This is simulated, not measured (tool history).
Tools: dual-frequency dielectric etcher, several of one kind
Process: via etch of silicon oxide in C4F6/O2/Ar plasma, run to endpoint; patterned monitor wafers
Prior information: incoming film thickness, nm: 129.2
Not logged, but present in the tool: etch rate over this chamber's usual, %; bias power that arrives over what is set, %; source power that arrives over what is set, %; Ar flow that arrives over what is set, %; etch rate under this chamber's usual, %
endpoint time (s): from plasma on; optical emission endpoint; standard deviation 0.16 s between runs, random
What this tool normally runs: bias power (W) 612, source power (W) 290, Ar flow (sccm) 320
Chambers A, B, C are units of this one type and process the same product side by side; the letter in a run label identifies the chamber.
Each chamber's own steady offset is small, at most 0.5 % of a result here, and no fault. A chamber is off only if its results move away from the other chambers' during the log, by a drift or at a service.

run	day	bias power (W)	source power (W)	Ar flow (sccm)	hours since the last wet clean	hours since the last bias power generator calibration	hours since the last source power generator calibration	hours since the last Ar flow controller change	endpoint time (s)
1C	0.462	612	290	320	54.6	1042.6	145.7	1901.8	29.638
2A	0.979	612	290	320	591.7	1282.1	401	74.4	29.376
3B	1.354	612	290	320	333	590.5	3354.8	1060.5	29.769
4B	1.742	612	290	320	342.3	599.8	3364.1	1069.8	29.609
# day 1.942: chamber A: wet clean of the chamber
5C	2.354	612	290	320	100	1088	191.1	1947.2	29.45
6A	2.825	612	290	320	21.3	1326.4	445.3	118.7	29.483
7A	3.429	612	290	320	35.8	1340.9	459.8	133.2	29.565
8C	4.008	612	350	320	139.7	1127.7	230.8	1986.9	28.071
9B	4.312	612	350	320	404	661.5	3425.8	1131.5	28.05
10C	4.717	612	350	320	156.7	1144.7	247.8	2003.9	27.847
11B	5.167	612	290	320	424.5	682	3446.3	1152	29.977
12A	5.742	612	290	320	91.3	1396.4	515.3	188.7	29.5
13A	6.033	612	290	320	98.3	1403.4	522.3	195.7	30.014
14B	6.538	612	290	320	457.4	714.9	3479.2	1184.9	30.105
15C	6.875	612	290	320	208.5	1196.5	299.6	2055.7	29.699
16C	7.496	612	290	320	223.4	1211.4	314.5	2070.6	29.678
17B	7.879	612	290	320	489.6	747.1	3511.4	1217.1	30.174
18A	8.379	612	290	320	154.6	1459.7	578.6	252	29.969
19C	8.888	612	290	320	256.8	1244.8	347.9	2104	29.779
20B	9.208	612	290	320	521.5	779	3543.3	1249	30.274
21A	9.642	612	290	320	184.9	1490	608.9	282.3	29.65
22B	10.05	612	290	320	541.7	799.2	3563.5	1269.2	30.558
23A	10.417	738	290	320	203.5	1508.6	627.5	300.9	27.503
24C	10.725	738	290	320	300.9	1288.9	392	2148.1	27.409
25A	11.167	738	290	320	221.5	1526.6	645.5	318.9	27.73
26C	11.788	612	290	320	326.4	1314.4	417.5	2173.6	29.592
27B	12.371	612	290	320	597.4	854.9	3619.2	1324.9	30.416
28B	12.954	612	290	320	611.4	868.9	3633.2	1338.9	30.498
29C	13.579	612	290	320	369.4	1357.4	460.5	2216.6	29.754
30A	13.938	612	290	320	288	1593.1	712	385.4	29.732
31B	14.254	612	290	320	642.6	900.1	3664.4	1370.1	30.928
32A	14.633	612	290	320	304.7	1609.8	728.7	402.1	29.792
33C	15.238	612	290	320	409.2	1397.2	500.3	2256.4	29.831

Does one chamber stand apart from the rest, does the shared gauge drift, or is all well apart from small per-chamber offsets? Give the chamber and the most likely cause, where there is one.

Little by little, chamber B moves away from the other chambers.
What lies behind it: etch rate under this chamber's usual, % = 3.13.

Which of the 4 candidates below, each the usual settings with something changed and its results left as question marks, puts chamber B back in line with what the other chambers give on the usual settings?
Allowed miss from the other chambers' usual-settings mean, per result, to count as in line: endpoint time (s) 0.54
34B-1	15.708	663	290	320					?
34B-2	15.708	557	270	328					?
34B-3	15.708	667	310	312					?
34B-4	15.708	561	290	320					?

The other chambers' mean on the usual settings: endpoint time (s) 29.715
run	endpoint time (s)
34B-1	29.824
34B-2	32.87
34B-3	28.972
34B-4	31.861
The right change is 34B-1: it brings the chamber back within the allowed miss of the others.
